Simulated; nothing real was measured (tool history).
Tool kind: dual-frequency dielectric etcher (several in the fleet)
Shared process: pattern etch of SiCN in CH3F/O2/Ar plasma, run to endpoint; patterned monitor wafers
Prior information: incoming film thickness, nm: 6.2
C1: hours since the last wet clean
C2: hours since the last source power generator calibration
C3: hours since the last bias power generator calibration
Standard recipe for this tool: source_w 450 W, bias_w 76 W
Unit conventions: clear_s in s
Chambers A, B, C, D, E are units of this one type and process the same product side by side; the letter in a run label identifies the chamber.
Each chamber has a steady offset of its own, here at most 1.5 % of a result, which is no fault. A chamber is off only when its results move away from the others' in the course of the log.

run 1A day=0.238 | source_w=450 bias_w=76 | C1=181.1 C2=559.0 C3=830.3 | clear_s=15.461
run 2E day=0.517 | source_w=450 bias_w=76 | C1=219.9 C2=1995.1 C3=2589.6 | clear_s=15.372
run 3B day=0.796 | source_w=450 bias_w=76 | C1=337.8 C2=2402.5 C3=1441.0 | clear_s=15.762
run 4D day=0.988 | source_w=450 bias_w=76 | C1=317.5 C2=1196.1 C3=2042.4 | clear_s=15.564
run 5C day=1.142 | source_w=450 bias_w=76 | C1=184.4 C2=3158.2 C3=673.2 | clear_s=15.492
run 6A day=1.408 | source_w=500 bias_w=89 | C1=209.2 C2=587.1 C3=858.4 | clear_s=14.109
run 7C day=1.575 | source_w=500 bias_w=89 | C1=194.8 C2=3168.6 C3=683.6 | clear_s=14.033
run 8D day=1.721 | source_w=500 bias_w=89 | C1=335.1 C2=1213.7 C3=2060.0 | clear_s=14.160
run 9B day=1.950 | source_w=500 bias_w=89 | C1=365.5 C2=2430.2 C3=1468.7 | clear_s=14.346
run 10E day=2.238 | source_w=500 bias_w=89 | C1=261.2 C2=2036.4 C3=2630.9 | clear_s=13.951
run 11E day=2.550 | source_w=450 bias_w=76 | C1=268.7 C2=2043.9 C3=2638.4 | clear_s=15.596
run 12C day=2.838 | source_w=450 bias_w=76 | C1=225.1 C2=3198.9 C3=713.9 | clear_s=15.456
run 13A day=2.992 | source_w=450 bias_w=76 | C1=247.2 C2=625.1 C3=896.4 | clear_s=15.556
run 14B day=3.158 | source_w=450 bias_w=76 | C1=394.5 C2=2459.2 C3=1497.7 | clear_s=15.680
run 15D day=3.446 | source_w=450 bias_w=76 | C1=376.5 C2=1255.1 C3=2101.4 | clear_s=15.397
run 16E day=3.654 | source_w=450 bias_w=76 | C1=295.2 C2=2070.4 C3=2664.9 | clear_s=15.541
run 17A day=3.796 | source_w=450 bias_w=76 | C1=266.5 C2=644.4 C3=915.7 | clear_s=15.514
run 18C day=4.033 | source_w=450 bias_w=76 | C1=253.8 C2=3227.6 C3=742.6 | clear_s=15.270
run 19B day=4.317 | source_w=450 bias_w=76 | C1=422.3 C2=2487.0 C3=1525.5 | clear_s=15.725
run 20D day=4.471 | source_w=450 bias_w=76 | C1=401.1 C2=1279.7 C3=2126.0 | clear_s=15.407
run 21D day=4.796 | source_w=450 bias_w=76 | C1=408.9 C2=1287.5 C3=2133.8 | clear_s=15.371
run 22B day=4.992 | source_w=550 bias_w=76 | C1=438.5 C2=2503.2 C3=1541.7 | clear_s=14.627
run 23C day=5.146 | source_w=550 bias_w=76 | C1=280.5 C2=3254.3 C3=769.3 | clear_s=14.264
run 24E day=5.450 | source_w=550 bias_w=76 | C1=338.3 C2=2113.5 C3=2708.0 | clear_s=14.085
run 25A day=5.638 | source_w=550 bias_w=76 | C1=310.7 C2=688.6 C3=959.9 | clear_s=14.372
run 26A day=5.942 | source_w=550 bias_w=76 | C1=318.0 C2=695.9 C3=967.2 | clear_s=14.242
run 27B day=6.246 | source_w=450 bias_w=76 | C1=468.6 C2=2533.3 C3=1571.8 | clear_s=15.492
run 28C day=6.575 | source_w=450 bias_w=76 | C1=314.8 C2=3288.6 C3=803.6 | clear_s=15.436
run 29E day=6.725 | source_w=450 bias_w=76 | C1=368.9 C2=2144.1 C3=2738.6 | clear_s=15.156
run 30D day=7.033 | source_w=450 bias_w=76 | C1=462.6 C2=1341.2 C3=2187.5 | clear_s=15.413
-- day=7.208 chamber D: wet clean of the chamber
run 31B day=7.333 | source_w=450 bias_w=76 | C1=494.7 C2=2559.4 C3=1597.9 | clear_s=15.609
run 32C day=7.571 | source_w=450 bias_w=76 | C1=338.7 C2=3312.5 C3=827.5 | clear_s=15.307
run 33E day=7.725 | source_w=500 bias_w=69 | C1=392.9 C2=2168.1 C3=2762.6 | clear_s=15.290
run 34D day=7.954 | source_w=500 bias_w=69 | C1=18.0 C2=1363.3 C3=2209.6 | clear_s=15.541

Decide between three cases: one chamber stands off from its peers, the gauge reading all wafers drifts, or nothing is wrong past each chamber's small offset. Where a chamber is off, say which and what most likely put it there.

Neither any chamber nor the gauge drifts; the chambers differ only by their own small, steady offsets.
